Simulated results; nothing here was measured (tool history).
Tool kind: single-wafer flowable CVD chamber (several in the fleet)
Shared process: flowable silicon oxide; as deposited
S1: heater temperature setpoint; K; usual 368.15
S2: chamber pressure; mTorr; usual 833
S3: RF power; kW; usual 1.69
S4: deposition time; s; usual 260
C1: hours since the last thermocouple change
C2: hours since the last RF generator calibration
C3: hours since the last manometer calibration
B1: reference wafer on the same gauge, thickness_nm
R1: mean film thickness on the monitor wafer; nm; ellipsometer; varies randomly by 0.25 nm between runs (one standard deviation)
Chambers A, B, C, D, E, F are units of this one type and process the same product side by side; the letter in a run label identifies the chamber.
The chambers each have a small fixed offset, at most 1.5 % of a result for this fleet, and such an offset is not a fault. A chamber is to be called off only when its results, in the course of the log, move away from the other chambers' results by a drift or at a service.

run   hour      S1    S2     S3   S4      C1      C2      C3      B1      R1
 1B      7  368.15   833   1.69  260   278.6   394.7   490.5  160.01  189.29
 2F   11.8  368.15   833   1.69  260   863.5  1849.9  2211.2  160.04  187.35
 3A   16.9  368.15   833   1.69  260  1801.8   788.9   813.3  160.06   190.2
 4E     24  368.15   833   1.69  260   144.5      70   243.1  160.12  186.86
 5D     32  368.15   833   1.69  260  2444.1  1939.8   924.9  160.11  189.43
 6C   36.1  368.15   833   1.69  260   910.8    93.3  1586.3  160.15  188.26
 7D   44.3  368.15   833   1.69  260  2456.4  1952.1   937.2   160.2  189.16
        48  -- chamber A: thermocouple changed; heater temperature recalibrated
 8E   52.2  368.15   833   1.69  260   172.7    98.2   271.3  160.23  186.27
 9F   59.7  368.15   973   1.69  260   911.4  1897.8  2259.1  160.21  227.49
10C   66.1  368.15   973   1.69  260   940.8   123.3  1616.3  160.18  229.35
11A   70.6  368.15   973   1.69  260    22.7   842.6     867  160.25  231.93
12B   75.2  368.15   973   1.69  260   346.8   462.9   558.7  160.23  230.31
13D     80  368.15   973   1.69  260  2492.1  1987.8   972.9  160.27     230
14E   84.2  368.15   973   1.69  260   204.7   130.2   303.3  160.25  226.06
15C   91.6  368.15   833   1.69  260   966.3   148.8  1641.8  160.31  188.79
16F   96.6  368.15   833   1.69  260   948.3  1934.7    2296  160.35  187.93
17A  103.4  368.15   833   1.69  260    55.5   875.4   899.8  160.39  190.28
18B    111  368.15   833   1.69  260   382.6   498.7   594.5  160.32  189.63
19E  118.2  368.15   833   1.69  260   238.7   164.2   337.3  160.48  186.82
20C  125.5  368.15   833   1.69  260  1000.2   182.7  1675.7   160.4  189.25
21F  129.7  368.15   833   1.69  260   981.4  1967.8  2329.1  160.53  188.01
22B  136.6  368.15   833   1.69  260   408.2   524.3   620.1  160.52  189.89
23D  144.2  368.15  1036  1.455  260  2556.3    2052  1037.1  160.53  237.51
24A  149.6  368.15  1036  1.455  260   101.7   921.6     946  160.59  239.59
25C  157.7  368.15  1036  1.455  260  1032.4   214.9  1707.9  160.56  236.66
26A  164.1  368.15  1036  1.455  260   116.2   936.1   960.5  160.54  239.67
27B  171.6  368.15  1036  1.455  260   443.2   559.3   655.1   160.6  237.78
28E  175.7  368.15  1036  1.455  260   296.2   221.7   394.8  160.64  234.54
29F  179.7  368.15   833   1.69  260  1031.4  2017.8  2379.1  160.62   188.1
30D  185.4  368.15   833   1.69  260  2597.5  2093.2  1078.3  160.64  189.82
31B  192.5  368.15   833   1.69  260   464.1   580.2     676  160.73  190.28
32F  198.1  368.15   833   1.69  260  1049.8  2036.2  2397.5  160.73   188.3
33D    203  368.15   833   1.69  260  2615.1  2110.8  1095.9  160.74  189.79
34E  208.2  368.15   833   1.69  260   328.7   254.2   427.3  160.81  187.21
35A  215.9  368.15   833   1.69  260     168   987.9  1012.3  160.73  190.76
36C  221.6  368.15   833   1.69  260  1096.3   278.8  1771.8  160.79   190.2
37F  227.9  368.15   833   1.69  260  1079.6    2066  2427.3  160.86  188.04
38C  234.9  368.15   770   1.69  260  1109.6   292.1  1785.1  160.84  171.28

Next, all 6 chambers run the settings below, one line each with question marks for the results. What does each chamber give?
39A   241  354.15  833  1.69  260                   ?
39B   241  354.15  833  1.69  260                   ?
39C   241  354.15  833  1.69  260                   ?
39D   241  354.15  833  1.69  260                   ?
39E   241  354.15  833  1.69  260                   ?
39F   241  354.15  833  1.69  260                   ?

run      R1
39A  294.28
39B  297.32
39C  294.92
39D  292.12
39E  290.01
39F  290.23
